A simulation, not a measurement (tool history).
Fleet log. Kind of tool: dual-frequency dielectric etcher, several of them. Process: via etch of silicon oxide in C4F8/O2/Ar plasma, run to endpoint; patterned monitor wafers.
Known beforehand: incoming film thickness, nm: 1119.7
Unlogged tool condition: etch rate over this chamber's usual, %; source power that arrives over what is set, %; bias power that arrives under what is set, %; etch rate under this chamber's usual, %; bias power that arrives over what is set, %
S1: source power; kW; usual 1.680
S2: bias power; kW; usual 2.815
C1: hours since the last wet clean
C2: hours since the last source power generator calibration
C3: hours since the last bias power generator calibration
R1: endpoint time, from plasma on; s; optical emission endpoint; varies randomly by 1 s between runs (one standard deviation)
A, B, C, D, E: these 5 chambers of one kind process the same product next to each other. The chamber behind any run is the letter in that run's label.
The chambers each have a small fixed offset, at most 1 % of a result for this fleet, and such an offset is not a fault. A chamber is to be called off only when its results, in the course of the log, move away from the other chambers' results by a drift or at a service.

{"run": "1A", "hour": 7.6, "S1": 1.68, "S2": 2.815, "C1": 280.3, "C2": 4491.5, "C3": 2250.5, "R1": 214.96}
{"run": "2E", "hour": 14.5, "S1": 1.68, "S2": 2.815, "C1": 265.7, "C2": 244.1, "C3": 3910.7, "R1": 215.06}
{"run": "3B", "hour": 28.4, "S1": 1.68, "S2": 2.815, "C1": 198.0, "C2": 2608.5, "C3": 3555.6, "R1": 212.71}
{"run": "4D", "hour": 35.2, "S1": 1.68, "S2": 2.815, "C1": 436.3, "C2": 1547.9, "C3": 766.5, "R1": 211.1}
{"run": "5C", "hour": 46.5, "S1": 1.68, "S2": 2.815, "C1": 486.1, "C2": 255.9, "C3": 714.4, "R1": 213.96}
{"run": "6D", "hour": 53.6, "S1": 1.68, "S2": 2.815, "C1": 454.7, "C2": 1566.3, "C3": 784.9, "R1": 211.98}
{"run": "7E", "hour": 62.2, "S1": 1.4, "S2": 3.036, "C1": 313.4, "C2": 291.8, "C3": 3958.4, "R1": 226.76}
{"run": "8B", "hour": 74.0, "S1": 1.4, "S2": 3.036, "C1": 243.6, "C2": 2654.1, "C3": 3601.2, "R1": 223.17}
{"run": "9C", "hour": 82.9, "S1": 1.4, "S2": 3.036, "C1": 522.5, "C2": 292.3, "C3": 750.8, "R1": 225.15}
{"run": "10A", "hour": 93.3, "S1": 1.4, "S2": 3.036, "C1": 366.0, "C2": 4577.2, "C3": 2336.2, "R1": 224.19}
{"hour": 102.0, "done": "chamber B: bias power generator calibrated"}
{"run": "11E", "hour": 102.2, "S1": 1.4, "S2": 3.036, "C1": 353.4, "C2": 331.8, "C3": 3998.4, "R1": 224.84}
{"hour": 109.4, "done": "chamber A: source power generator calibrated"}
{"run": "12D", "hour": 114.5, "S1": 1.68, "S2": 2.815, "C1": 515.6, "C2": 1627.2, "C3": 845.8, "R1": 211.68}
{"run": "13B", "hour": 121.7, "S1": 1.68, "S2": 2.815, "C1": 291.3, "C2": 2701.8, "C3": 19.7, "R1": 210.74}
{"run": "14C", "hour": 132.9, "S1": 1.68, "S2": 2.815, "C1": 572.5, "C2": 342.3, "C3": 800.8, "R1": 213.72}
{"run": "15A", "hour": 145.9, "S1": 1.68, "S2": 2.815, "C1": 418.6, "C2": 36.5, "C3": 2388.8, "R1": 215.02}
{"run": "16A", "hour": 155.7, "S1": 1.94, "S2": 2.133, "C1": 428.4, "C2": 46.3, "C3": 2398.6, "R1": 220.96}
{"hour": 164.0, "done": "chamber C: wet clean of the chamber"}
{"run": "17D", "hour": 164.4, "S1": 1.94, "S2": 2.133, "C1": 565.5, "C2": 1677.1, "C3": 895.7, "R1": 217.35}
{"run": "18E", "hour": 177.4, "S1": 1.94, "S2": 2.133, "C1": 428.6, "C2": 407.0, "C3": 4073.6, "R1": 220.8}
{"run": "19B", "hour": 190.8, "S1": 1.94, "S2": 2.133, "C1": 360.4, "C2": 2770.9, "C3": 88.8, "R1": 217.73}
{"run": "20C", "hour": 199.0, "S1": 1.94, "S2": 2.133, "C1": 35.1, "C2": 408.4, "C3": 866.9, "R1": 220.31}
{"run": "21D", "hour": 206.9, "S1": 1.68, "S2": 2.815, "C1": 608.0, "C2": 1719.6, "C3": 938.2, "R1": 212.02}
{"run": "22A", "hour": 221.3, "S1": 1.68, "S2": 2.815, "C1": 494.0, "C2": 111.9, "C3": 2464.2, "R1": 215.8}
{"run": "23E", "hour": 235.0, "S1": 1.37, "S2": 2.164, "C1": 486.2, "C2": 464.6, "C3": 4131.2, "R1": 253.06}
{"hour": 237.3, "done": "chamber E: wet clean of the chamber"}
{"hour": 242.7, "done": "chamber D: wet clean of the chamber"}
{"run": "24B", "hour": 249.9, "S1": 1.37, "S2": 2.164, "C1": 419.5, "C2": 2830.0, "C3": 147.9, "R1": 248.43}
{"hour": 255.0, "done": "chamber A: wet clean of the chamber"}
{"run": "25C", "hour": 259.8, "S1": 1.37, "S2": 2.164, "C1": 95.9, "C2": 469.2, "C3": 927.7, "R1": 251.73}
{"run": "26D", "hour": 270.0, "S1": 1.37, "S2": 2.164, "C1": 27.3, "C2": 1782.7, "C3": 1001.3, "R1": 249.43}
{"run": "27A", "hour": 283.5, "S1": 1.37, "S2": 2.164, "C1": 28.5, "C2": 174.1, "C3": 2526.4, "R1": 254.21}
{"run": "28E", "hour": 297.6, "S1": 1.68, "S2": 2.815, "C1": 60.3, "C2": 527.2, "C3": 4193.8, "R1": 223.03}
{"run": "29B", "hour": 306.0, "S1": 1.68, "S2": 2.815, "C1": 475.6, "C2": 2886.1, "C3": 204.0, "R1": 210.75}
{"run": "30C", "hour": 315.5, "S1": 1.68, "S2": 2.815, "C1": 151.6, "C2": 524.9, "C3": 983.4, "R1": 214.87}
{"run": "31A", "hour": 329.3, "S1": 1.68, "S2": 2.815, "C1": 74.3, "C2": 219.9, "C3": 2572.2, "R1": 215.26}
{"run": "32C", "hour": 343.0, "S1": 1.68, "S2": 3.133, "C1": 179.1, "C2": 552.4, "C3": 1010.9, "R1": 206.58}
{"run": "33B", "hour": 357.5, "S1": 1.68, "S2": 3.133, "C1": 527.1, "C2": 2937.6, "C3": 255.5, "R1": 205.54}
{"run": "34D", "hour": 371.6, "S1": 1.68, "S2": 3.133, "C1": 128.9, "C2": 1884.3, "C3": 1102.9, "R1": 206.12}
{"hour": 374.2, "done": "chamber B: wet clean of the chamber"}
{"run": "35E", "hour": 385.3, "S1": 1.68, "S2": 3.133, "C1": 148.0, "C2": 614.9, "C3": 4281.5, "R1": 215.92}
{"run": "36D", "hour": 398.7, "S1": 1.68, "S2": 3.133, "C1": 156.0, "C2": 1911.4, "C3": 1130.0, "R1": 204.27}
{"run": "37B", "hour": 409.3, "S1": 1.68, "S2": 2.815, "C1": 35.2, "C2": 2989.4, "C3": 307.3, "R1": 213.32}
{"run": "38E", "hour": 420.5, "S1": 1.68, "S2": 2.815, "C1": 183.2, "C2": 650.1, "C3": 4316.7, "R1": 224.06}
{"run": "39A", "hour": 433.0, "S1": 1.68, "S2": 2.815, "C1": 178.0, "C2": 323.6, "C3": 2675.9, "R1": 215.08}

Decide between three cases: one chamber stands off from its peers, the gauge reading all wafers drifts, or nothing is wrong past each chamber's small offset. Where a chamber is off, say which and what most likely put it there.

Chamber E has stood off from the others ever since a service on it.
Cause: etch rate under this chamber's usual, % = 3.44.

Here are 4 candidates for chamber E's next run, each the usual settings with a change, their results left as question marks. Which one brings its results back in line with what the others give on the usual settings?
In line here means within this much of the mean the other chambers give on the usual settings: R1 3.60 s
{"run": "40E-1", "hour": 444.1, "S1": 1.47, "S2": 2.527, "R1": "?"}
{"run": "40E-2", "hour": 444.1, "S1": 1.89, "S2": 3.103, "R1": "?"}
{"run": "40E-3", "hour": 444.1, "S1": 1.57, "S2": 2.668, "R1": "?"}
{"run": "40E-4", "hour": 444.1, "S1": 1.86, "S2": 2.815, "R1": "?"}

On the usual settings, the other chambers give on average: R1 213.15 s
run=40E-1 R1=242.10
run=40E-2 R1=205.57
run=40E-3 R1=231.93
run=40E-4 R1=213.32
The answer is 40E-4, which returns the chamber to within the allowed miss of the others.
